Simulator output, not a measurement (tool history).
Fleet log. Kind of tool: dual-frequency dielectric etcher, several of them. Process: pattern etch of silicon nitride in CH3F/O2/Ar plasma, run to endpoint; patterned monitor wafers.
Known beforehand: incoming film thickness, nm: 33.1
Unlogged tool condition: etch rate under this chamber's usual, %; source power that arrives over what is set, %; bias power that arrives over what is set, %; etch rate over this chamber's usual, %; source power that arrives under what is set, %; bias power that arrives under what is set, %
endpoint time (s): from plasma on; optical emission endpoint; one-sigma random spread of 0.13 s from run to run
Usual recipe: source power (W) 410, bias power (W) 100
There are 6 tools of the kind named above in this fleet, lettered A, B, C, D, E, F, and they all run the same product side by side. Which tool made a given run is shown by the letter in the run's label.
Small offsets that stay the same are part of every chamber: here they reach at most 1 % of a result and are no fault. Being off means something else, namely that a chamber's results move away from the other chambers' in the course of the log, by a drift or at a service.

run,day,source power (W),bias power (W),hours since the last wet clean,hours since the last source power generator calibration,hours since the last bias power generator calibration,endpoint time (s)
1D,0.408,410,100,118.0,1554.7,1890.8,42.059
2F,0.792,410,100,199.4,623.6,2006.7,42.234
3C,1.192,410,100,448.8,3278.1,1600.0,42.337
4E,1.558,410,100,511.5,1301.1,4418.5,42.617
# day 1.650: chamber E: wet clean of the chamber
5A,1.983,410,100,86.9,738.7,1408.6,42.496
6B,2.417,410,100,198.9,1836.1,2994.8,41.927
7C,2.683,410,100,484.6,3313.9,1635.8,42.269
8F,3.096,410,100,254.7,678.9,2062.0,42.216
# day 3.333: chamber C: wet clean of the chamber
9E,3.446,410,100,43.1,1346.4,4463.8,42.391
10B,3.725,370,111,230.3,1867.5,3026.2,41.942
11D,4.062,370,111,205.7,1642.4,1978.5,42.038
12A,4.450,370,111,146.1,797.9,1467.8,42.478
13D,4.742,370,111,222.0,1658.7,1994.8,42.094
14B,4.938,370,111,259.4,1896.6,3055.3,42.195
15A,5.325,370,111,167.1,818.9,1488.8,42.548
16C,5.662,410,100,55.9,3385.4,1707.3,42.457
# day 5.788: chamber D: bias power generator calibrated
# day 5.833: chamber C: bias power generator calibrated
17F,6.088,410,77,326.5,750.7,2133.8,46.609
18E,6.467,410,77,115.6,1418.9,4536.3,46.877
19B,6.729,410,77,302.4,1939.6,3098.3,46.188
20C,7.154,410,77,91.7,3421.2,31.7,46.789
21D,7.425,410,77,286.4,1723.1,39.4,46.397
22F,7.671,410,77,364.5,788.7,2171.8,46.612
# day 7.992: chamber D: wet clean of the chamber
23E,8.079,410,100,154.3,1457.6,4575.0,42.399
24A,8.425,410,100,241.5,893.3,1563.2,42.263
25E,8.658,410,100,168.2,1471.5,4588.9,42.437
26B,8.925,410,100,355.1,1992.3,3151.0,42.089
27F,9.300,410,100,403.6,827.8,2210.9,42.447
# day 9.325: chamber B: wet clean of the chamber
28A,9.575,410,100,269.1,920.9,1590.8,42.661
29D,9.804,410,100,43.6,1780.2,96.5,44.073
30C,10.042,360,112,161.0,3490.5,101.0,42.482
31B,10.462,360,112,27.4,2029.2,3187.9,42.524
32E,10.696,360,112,217.1,1520.4,4637.8,42.976
33A,10.904,360,112,301.0,952.8,1622.7,42.554
# day 10.992: chamber B: bias power generator calibrated
34C,11.300,360,112,191.2,3520.7,131.2,42.725
35F,11.600,360,112,458.8,883.0,2266.1,42.536
36D,11.812,410,100,91.8,1828.4,144.7,43.971
37B,12.104,410,100,66.8,2068.6,26.7,42.191
38F,12.312,410,100,475.9,900.1,2283.2,42.314
39E,12.529,410,100,261.1,1564.4,4681.8,42.779
40A,12.975,410,100,350.7,1002.5,1672.4,42.328
41C,13.342,410,100,240.2,3569.7,180.2,42.240
42D,13.625,410,100,135.3,1871.9,188.2,43.658
43D,13.888,410,100,141.6,1878.2,194.5,43.946

One chamber off, gauge drift, or nothing amiss beyond the chambers' own small offsets? If it is a chamber, which one, and what is the likeliest cause?

Chamber D has stood off from the others ever since a service on it.
Cause: etch rate under this chamber's usual, % = 4.14.

Below are 4 candidate recipes for chamber D's next run, each the usual settings with a change, their results shown as question marks. Which of them brings D's results back in line with what the other chambers give on the usual settings?
In line means no further than this from the other chambers' mean on the usual settings: endpoint time (s) 0.450
44D-1,14.208,390,95,,,,?
44D-2,14.208,390,100,,,,?
44D-3,14.208,450,100,,,,?
44D-4,14.208,420,102,,,,?

What the other chambers average on the usual settings: endpoint time (s) 42.356
run,endpoint time (s)
44D-1,45.652
44D-2,44.792
44D-3,42.490
44D-4,43.267
44D-3 puts the chamber back in line with the other chambers.
